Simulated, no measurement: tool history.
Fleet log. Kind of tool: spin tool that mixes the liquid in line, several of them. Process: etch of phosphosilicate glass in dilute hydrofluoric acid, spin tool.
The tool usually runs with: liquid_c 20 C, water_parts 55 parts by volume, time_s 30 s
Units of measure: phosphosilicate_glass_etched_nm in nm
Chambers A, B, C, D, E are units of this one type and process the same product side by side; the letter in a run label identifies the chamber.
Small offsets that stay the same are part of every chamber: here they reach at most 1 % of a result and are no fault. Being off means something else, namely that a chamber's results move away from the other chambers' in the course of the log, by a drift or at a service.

run,hour,liquid_c,water_parts,time_s,"read-back film thickness of the phosphosilicate glass reference wafer, read on the same gauge (nm)",phosphosilicate_glass_etched_nm
1E,4.3,20,55,30,100.02,33.88
2A,11.8,20,55,30,99.977,33.991
3B,18.6,20,55,30,99.997,34.513
4C,27,20,55,30,99.994,34.65
5D,32.3,20,55,30,100,34.186
6C,40.2,20,55,30,100.03,34.325
7E,45.5,20,55,30,100.02,33.987
8D,53.8,20,55,30,99.993,33.977
9B,61,23.5,55,45,99.978,60.532
10A,68.3,23.5,55,45,99.992,59.285
11D,73.4,23.5,55,45,100,58.978
12A,80.4,23.5,55,45,99.973,58.813
13E,88.7,23.5,55,45,100.03,58.76
14B,97.3,20,55,30,100.01,34.637
15C,105.6,24.5,55,15,99.976,20.749
16E,113.2,24.5,55,15,100.01,20.59
17B,120.6,24.5,55,15,100,21.027
18D,129.7,24.5,55,15,100,20.296
19A,134.1,24.5,55,15,100,20.26
20C,138.7,20,65,15,99.979,14.511
21C,147.5,20,65,15,100.03,14.352
22A,153.1,20,65,15,99.987,14.088
23D,162,20,65,15,99.99,14.075
24B,170.1,20,65,15,99.99,14.517
25E,176.3,20,55,30,99.975,33.858
# hour 177.7: chamber E: hydrofluoric acid flow meter replaced
26E,185.1,23,30,30,99.989,72.775
27B,189.4,23,30,30,100.01,72.984
28A,198.3,23,30,30,100.02,72.076
29D,202.9,23,30,30,100,72.852
30C,212.1,23,30,30,100.01,73.471
31E,220.3,20,55,30,99.99,33.738
32D,228.6,17.5,55,30,99.982,30.571
33B,233.6,17.5,55,30,100.01,31.165
34A,243.1,17.5,55,30,100.01,29.872
35C,248.7,17.5,55,30,99.971,30.808
36A,254.7,17.5,55,30,100.03,29.564
37E,263.5,20,55,30,99.993,33.906
38D,268.2,20,55,30,100.02,34.036
39C,275.6,20,55,30,100,34.344
40B,284.7,20,55,30,100.01,34.518
41B,293.3,20,55,30,99.98,34.588
42A,298.7,20,55,30,99.998,32.941

Is one chamber off against the others, does the gauge drift, or is nothing wrong? If a chamber is off, say which, and what the likeliest cause is.

Little by little, chamber A moves away from the other chambers.
What lies behind it: liquid colder than its thermometer reads (K) = 0.946.
The log may not tell that from: hydrofluoric acid flow below the setpoint (%).

Below are 4 candidate recipes for chamber A's next run, each the usual settings with a change, their results shown as question marks. Which of them brings A's results back in line with what the other chambers give on the usual settings?
In line here means within this much of the mean the other chambers give on the usual settings: phosphosilicate_glass_etched_nm 0.61 nm
43A-1,305.5,20,60,30,,?
43A-2,305.5,22,55,30,,?
43A-3,305.5,21,55,30,,?
43A-4,305.5,19,55,30,,?

The other chambers' mean on the usual settings: phosphosilicate_glass_etched_nm 34.242 nm
run,phosphosilicate_glass_etched_nm
43A-1,29.866
43A-2,35.644
43A-3,34.173
43A-4,31.38
Change 43A-3 lands the chamber within the allowed miss of the other chambers.
